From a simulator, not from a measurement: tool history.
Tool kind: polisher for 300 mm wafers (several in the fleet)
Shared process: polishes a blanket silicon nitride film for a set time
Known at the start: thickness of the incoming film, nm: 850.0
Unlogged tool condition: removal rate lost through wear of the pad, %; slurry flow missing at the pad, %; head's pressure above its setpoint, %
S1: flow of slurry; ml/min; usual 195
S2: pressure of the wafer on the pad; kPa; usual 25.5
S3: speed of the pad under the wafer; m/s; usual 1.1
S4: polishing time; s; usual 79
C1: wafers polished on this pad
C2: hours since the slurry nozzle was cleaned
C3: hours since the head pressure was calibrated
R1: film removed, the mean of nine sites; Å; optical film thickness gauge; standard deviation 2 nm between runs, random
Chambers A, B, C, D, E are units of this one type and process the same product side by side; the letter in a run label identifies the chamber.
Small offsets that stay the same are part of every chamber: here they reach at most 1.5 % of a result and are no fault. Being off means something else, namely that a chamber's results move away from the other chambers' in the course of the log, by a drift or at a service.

{"run": "1A", "day": 0.225, "S1": 195, "S2": 25.5, "S3": 1.1, "S4": 79, "C1": 99, "C2": 556.3, "C3": 758.2, "R1": 1670.3}
{"run": "2E", "day": 0.375, "S1": 195, "S2": 25.5, "S3": 1.1, "S4": 79, "C1": 486, "C2": 500.7, "C3": 570.3, "R1": 1630.3}
{"run": "3D", "day": 0.504, "S1": 195, "S2": 25.5, "S3": 1.1, "S4": 79, "C1": 386, "C2": 317.1, "C3": 754.6, "R1": 1616.3}
{"day": 0.679, "done": "chamber E: worn pad replaced by a new one"}
{"run": "4C", "day": 0.762, "S1": 195, "S2": 25.5, "S3": 1.1, "S4": 79, "C1": 528, "C2": 430, "C3": 328.6, "R1": 1733.9}
{"run": "5B", "day": 1.029, "S1": 195, "S2": 25.5, "S3": 0.78, "S4": 53, "C1": 1065, "C2": 83.3, "C3": 588.4, "R1": 836.51}
{"run": "6D", "day": 1.2, "S1": 195, "S2": 25.5, "S3": 0.78, "S4": 53, "C1": 612, "C2": 333.8, "C3": 771.3, "R1": 836.86}
{"run": "7C", "day": 1.421, "S1": 195, "S2": 25.5, "S3": 0.78, "S4": 53, "C1": 743, "C2": 445.8, "C3": 344.4, "R1": 861.18}
{"run": "8A", "day": 1.55, "S1": 195, "S2": 25.5, "S3": 0.78, "S4": 53, "C1": 530, "C2": 588.1, "C3": 790, "R1": 851.46}
{"day": 1.692, "done": "chamber C: head pressure recalibrated"}
{"run": "9E", "day": 1.717, "S1": 195, "S2": 25.5, "S3": 0.78, "S4": 53, "C1": 338, "C2": 532.9, "C3": 602.5, "R1": 841.17}
{"run": "10B", "day": 1.883, "S1": 195, "S2": 25.5, "S3": 1.1, "S4": 79, "C1": 1342, "C2": 103.8, "C3": 608.9, "R1": 1655.2}
{"run": "11D", "day": 2.025, "S1": 195, "S2": 25.5, "S3": 1.1, "S4": 79, "C1": 881, "C2": 353.6, "C3": 791.1, "R1": 1614.8}
{"day": 2.033, "done": "chamber A: head pressure recalibrated"}
{"day": 2.042, "done": "chamber C: worn pad replaced by a new one"}
{"day": 2.062, "done": "chamber D: worn pad replaced by a new one"}
{"run": "12E", "day": 2.217, "S1": 195, "S2": 25.5, "S3": 1.1, "S4": 79, "C1": 500, "C2": 544.9, "C3": 614.5, "R1": 1654.7}
{"run": "13B", "day": 2.454, "S1": 195, "S2": 25.5, "S3": 1.1, "S4": 79, "C1": 1528, "C2": 117.5, "C3": 622.6, "R1": 1646.7}
{"run": "14C", "day": 2.65, "S1": 195, "S2": 25.5, "S3": 1.1, "S4": 79, "C1": 198, "C2": 475.3, "C3": 23, "R1": 1691.4}
{"run": "15A", "day": 2.862, "S1": 195, "S2": 25.5, "S3": 1.1, "S4": 79, "C1": 956, "C2": 619.6, "C3": 20, "R1": 1657.9}
{"day": 2.883, "done": "chamber A: worn pad replaced by a new one"}
{"day": 2.971, "done": "chamber E: worn pad replaced by a new one"}
{"run": "16D", "day": 3.021, "S1": 195, "S2": 25.5, "S3": 0.86, "S4": 52, "C1": 312, "C2": 377.5, "C3": 815, "R1": 899.63}
{"run": "17A", "day": 3.271, "S1": 195, "S2": 25.5, "S3": 0.86, "S4": 52, "C1": 127, "C2": 629.4, "C3": 29.8, "R1": 881.27}
{"run": "18E", "day": 3.529, "S1": 195, "S2": 25.5, "S3": 0.86, "S4": 52, "C1": 181, "C2": 576.4, "C3": 646, "R1": 885.84}
{"run": "19B", "day": 3.679, "S1": 195, "S2": 25.5, "S3": 0.86, "S4": 52, "C1": 1926, "C2": 146.9, "C3": 652, "R1": 862.69}
{"run": "20C", "day": 3.829, "S1": 195, "S2": 25.5, "S3": 0.86, "S4": 52, "C1": 582, "C2": 503.6, "C3": 51.3, "R1": 914.31}
{"run": "21B", "day": 4.067, "S1": 195, "S2": 25.5, "S3": 1.1, "S4": 79, "C1": 2052, "C2": 156.2, "C3": 661.3, "R1": 1631.3}
{"run": "22A", "day": 4.271, "S1": 195, "S2": 25.5, "S3": 1.1, "S4": 79, "C1": 452, "C2": 653.4, "C3": 53.8, "R1": 1653.5}
{"run": "23C", "day": 4.488, "S1": 195, "S2": 25.5, "S3": 1.1, "S4": 79, "C1": 796, "C2": 519.4, "C3": 67.1, "R1": 1652.2}
{"run": "24D", "day": 4.75, "S1": 195, "S2": 25.5, "S3": 1.1, "S4": 79, "C1": 874, "C2": 419, "C3": 856.5, "R1": 1603.7}
{"day": 4.9, "done": "chamber D: worn pad replaced by a new one"}
{"run": "25E", "day": 4.921, "S1": 195, "S2": 25.5, "S3": 1.1, "S4": 79, "C1": 634, "C2": 609.8, "C3": 679.4, "R1": 1650.5}
{"day": 5.017, "done": "chamber C: worn pad replaced by a new one"}
{"day": 5.096, "done": "chamber E: worn pad replaced by a new one"}
{"run": "26A", "day": 5.2, "S1": 195, "S2": 25.5, "S3": 1.1, "S4": 79, "C1": 754, "C2": 675.7, "C3": 76.1, "R1": 1645.4}
{"run": "27C", "day": 5.458, "S1": 195, "S2": 25.5, "S3": 1.1, "S4": 79, "C1": 143, "C2": 542.7, "C3": 90.4, "R1": 1709.5}
{"run": "28B", "day": 5.65, "S1": 195, "S2": 25.5, "S3": 1.1, "S4": 79, "C1": 2567, "C2": 194.2, "C3": 699.3, "R1": 1582.2}
{"run": "29D", "day": 5.921, "S1": 195, "S2": 25.5, "S3": 1.1, "S4": 79, "C1": 332, "C2": 447.1, "C3": 884.6, "R1": 1645.7}
{"run": "30E", "day": 6.117, "S1": 195, "S2": 25.5, "S3": 1.1, "S4": 79, "C1": 331, "C2": 638.5, "C3": 708.1, "R1": 1664.9}
{"day": 6.35, "done": "chamber A: worn pad replaced by a new one"}
{"run": "31E", "day": 6.371, "S1": 195, "S2": 25.5, "S3": 1.1, "S4": 79, "C1": 414, "C2": 644.6, "C3": 714.2, "R1": 1660.3}
{"run": "32A", "day": 6.579, "S1": 195, "S2": 25.5, "S3": 1.1, "S4": 79, "C1": 74, "C2": 708.8, "C3": 109.2, "R1": 1626.6}
{"run": "33B", "day": 6.717, "S1": 195, "S2": 25.5, "S3": 1.1, "S4": 79, "C1": 2914, "C2": 219.8, "C3": 724.9, "R1": 1558.9}
{"day": 6.9, "done": "chamber C: slurry nozzle cleaned"}
{"day": 6.9, "done": "chamber E: worn pad replaced by a new one"}
{"run": "34C", "day": 6.946, "S1": 195, "S2": 25.5, "S3": 1.1, "S4": 79, "C1": 627, "C2": 1.2, "C3": 126.1, "R1": 1669.8}
{"run": "35D", "day": 7.138, "S1": 195, "S2": 25.5, "S3": 1.1, "S4": 79, "C1": 727, "C2": 476.3, "C3": 913.8, "R1": 1613.3}
{"run": "36B", "day": 7.346, "S1": 195, "S2": 25.5, "S3": 1.32, "S4": 79, "C1": 3118, "C2": 234.9, "C3": 740, "R1": 1772.4}
{"day": 7.442, "done": "chamber D: worn pad replaced by a new one"}
{"run": "37D", "day": 7.529, "S1": 195, "S2": 25.5, "S3": 1.32, "S4": 79, "C1": 29, "C2": 485.7, "C3": 923.2, "R1": 1915.7}
{"run": "38E", "day": 7.721, "S1": 195, "S2": 25.5, "S3": 1.32, "S4": 79, "C1": 267, "C2": 677, "C3": 746.6, "R1": 1921.5}
{"run": "39C", "day": 7.908, "S1": 195, "S2": 25.5, "S3": 1.32, "S4": 79, "C1": 940, "C2": 24.3, "C3": 149.2, "R1": 1937}
{"run": "40A", "day": 8.067, "S1": 195, "S2": 25.5, "S3": 1.32, "S4": 79, "C1": 558, "C2": 744.5, "C3": 144.9, "R1": 1885.6}

Is one chamber out of step, is the gauge drifting, or do the chambers differ by no more than their own small offsets? For an off chamber, give its letter and the likeliest cause.

Little by little, chamber B moves away from the other chambers.
What lies behind it: removal rate lost through wear of the pad, % = 8.96.
The log might look much the same if the cause were instead: slurry flow missing at the pad, %; head's pressure below its setpoint, %.

Chamber B could run next with any of the 4 candidate recipes listed below; each alters the usual settings, and their results appear as question marks. Which one brings its results back in line with what the other chambers deliver on the usual settings?
In line means no further than this from the other chambers' mean on the usual settings: R1 69 Å
{"run": "41B-1", "day": 8.275, "S1": 195, "S2": 24.1, "S3": 1.04, "S4": 73, "R1": "?"}
{"run": "41B-2", "day": 8.275, "S1": 195, "S2": 28.3, "S3": 1.2, "S4": 79, "R1": "?"}
{"run": "41B-3", "day": 8.275, "S1": 195, "S2": 24.8, "S3": 1.08, "S4": 76, "R1": "?"}
{"run": "41B-4", "day": 8.275, "S1": 195, "S2": 26.9, "S3": 1.14, "S4": 79, "R1": "?"}

Other chambers, usual settings, mean: R1 1654.8 Å
run=41B-1 R1=1272.4
run=41B-2 R1=1801.5
run=41B-3 R1=1403
run=41B-4 R1=1646.8
The answer is 41B-4, which returns the chamber to within the allowed miss of the others.
